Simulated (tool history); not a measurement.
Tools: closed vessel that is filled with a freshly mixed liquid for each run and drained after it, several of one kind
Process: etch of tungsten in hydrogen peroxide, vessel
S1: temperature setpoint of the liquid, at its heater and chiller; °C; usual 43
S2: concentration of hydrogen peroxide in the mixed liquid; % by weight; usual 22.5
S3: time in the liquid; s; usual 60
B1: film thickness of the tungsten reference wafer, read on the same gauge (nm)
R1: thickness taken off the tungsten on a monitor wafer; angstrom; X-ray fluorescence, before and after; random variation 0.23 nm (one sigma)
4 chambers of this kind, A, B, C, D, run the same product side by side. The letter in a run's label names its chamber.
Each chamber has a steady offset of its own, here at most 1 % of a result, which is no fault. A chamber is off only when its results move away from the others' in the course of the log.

{"run": "1B", "day": 0.562, "S1": 43, "S2": 22.5, "S3": 60, "B1": 109.99, "R1": 532.3}
{"run": "2C", "day": 0.892, "S1": 43, "S2": 22.5, "S3": 60, "B1": 109.99, "R1": 530.45}
{"run": "3A", "day": 1.542, "S1": 43, "S2": 22.5, "S3": 60, "B1": 110.01, "R1": 532.21}
{"run": "4D", "day": 2.046, "S1": 43, "S2": 22.5, "S3": 60, "B1": 110.0, "R1": 526.33}
{"run": "5D", "day": 2.367, "S1": 43, "S2": 22.5, "S3": 60, "B1": 110.0, "R1": 525.89}
{"run": "6A", "day": 2.762, "S1": 43, "S2": 22.5, "S3": 60, "B1": 109.98, "R1": 526.02}
{"run": "7B", "day": 3.388, "S1": 43, "S2": 22.5, "S3": 60, "B1": 110.0, "R1": 526.77}
{"run": "8C", "day": 3.917, "S1": 43, "S2": 22.5, "S3": 60, "B1": 109.99, "R1": 528.76}
{"run": "9B", "day": 4.229, "S1": 43, "S2": 22.5, "S3": 60, "B1": 110.02, "R1": 531.33}
{"run": "10C", "day": 4.775, "S1": 43, "S2": 22.5, "S3": 60, "B1": 110.0, "R1": 530.42}
{"run": "11A", "day": 5.392, "S1": 43, "S2": 22.5, "S3": 60, "B1": 110.0, "R1": 528.36}
{"day": 5.792, "done": "chamber D: new drum of peroxide connected"}
{"run": "12D", "day": 5.896, "S1": 43, "S2": 22.5, "S3": 60, "B1": 110.0, "R1": 521.13}
{"run": "13A", "day": 6.483, "S1": 43, "S2": 22.5, "S3": 60, "B1": 110.01, "R1": 527.46}
{"run": "14D", "day": 6.862, "S1": 43, "S2": 22.5, "S3": 60, "B1": 110.0, "R1": 524.08}
{"run": "15B", "day": 7.279, "S1": 43, "S2": 27.0, "S3": 80, "B1": 109.98, "R1": 780.42}
{"run": "16C", "day": 7.675, "S1": 43, "S2": 27.0, "S3": 80, "B1": 110.0, "R1": 772.29}
{"run": "17D", "day": 8.2, "S1": 43, "S2": 27.0, "S3": 80, "B1": 110.02, "R1": 766.27}
{"run": "18B", "day": 8.671, "S1": 43, "S2": 27.0, "S3": 80, "B1": 109.99, "R1": 769.83}
{"run": "19C", "day": 9.171, "S1": 43, "S2": 22.5, "S3": 60, "B1": 109.98, "R1": 530.27}
{"run": "20A", "day": 9.733, "S1": 43, "S2": 22.5, "S3": 60, "B1": 109.99, "R1": 529.46}
{"run": "21C", "day": 10.104, "S1": 43, "S2": 22.5, "S3": 60, "B1": 110.0, "R1": 529.92}
{"run": "22A", "day": 10.571, "S1": 43, "S2": 22.5, "S3": 60, "B1": 110.01, "R1": 523.67}
{"run": "23D", "day": 10.958, "S1": 43, "S2": 22.5, "S3": 60, "B1": 110.01, "R1": 526.87}
{"run": "24B", "day": 11.312, "S1": 43, "S2": 22.5, "S3": 60, "B1": 109.99, "R1": 531.39}

Next, every chamber runs the same settings. What will each give?
{"run": "25A", "day": 11.808, "S1": 47, "S2": 22.5, "S3": 60, "R1": "?"}
{"run": "25B", "day": 11.808, "S1": 47, "S2": 22.5, "S3": 60, "R1": "?"}
{"run": "25C", "day": 11.808, "S1": 47, "S2": 22.5, "S3": 60, "R1": "?"}
{"run": "25D", "day": 11.808, "S1": 47, "S2": 22.5, "S3": 60, "R1": "?"}

run=25A R1=686.02
run=25B R1=686.95
run=25C R1=684.12
run=25D R1=675.92
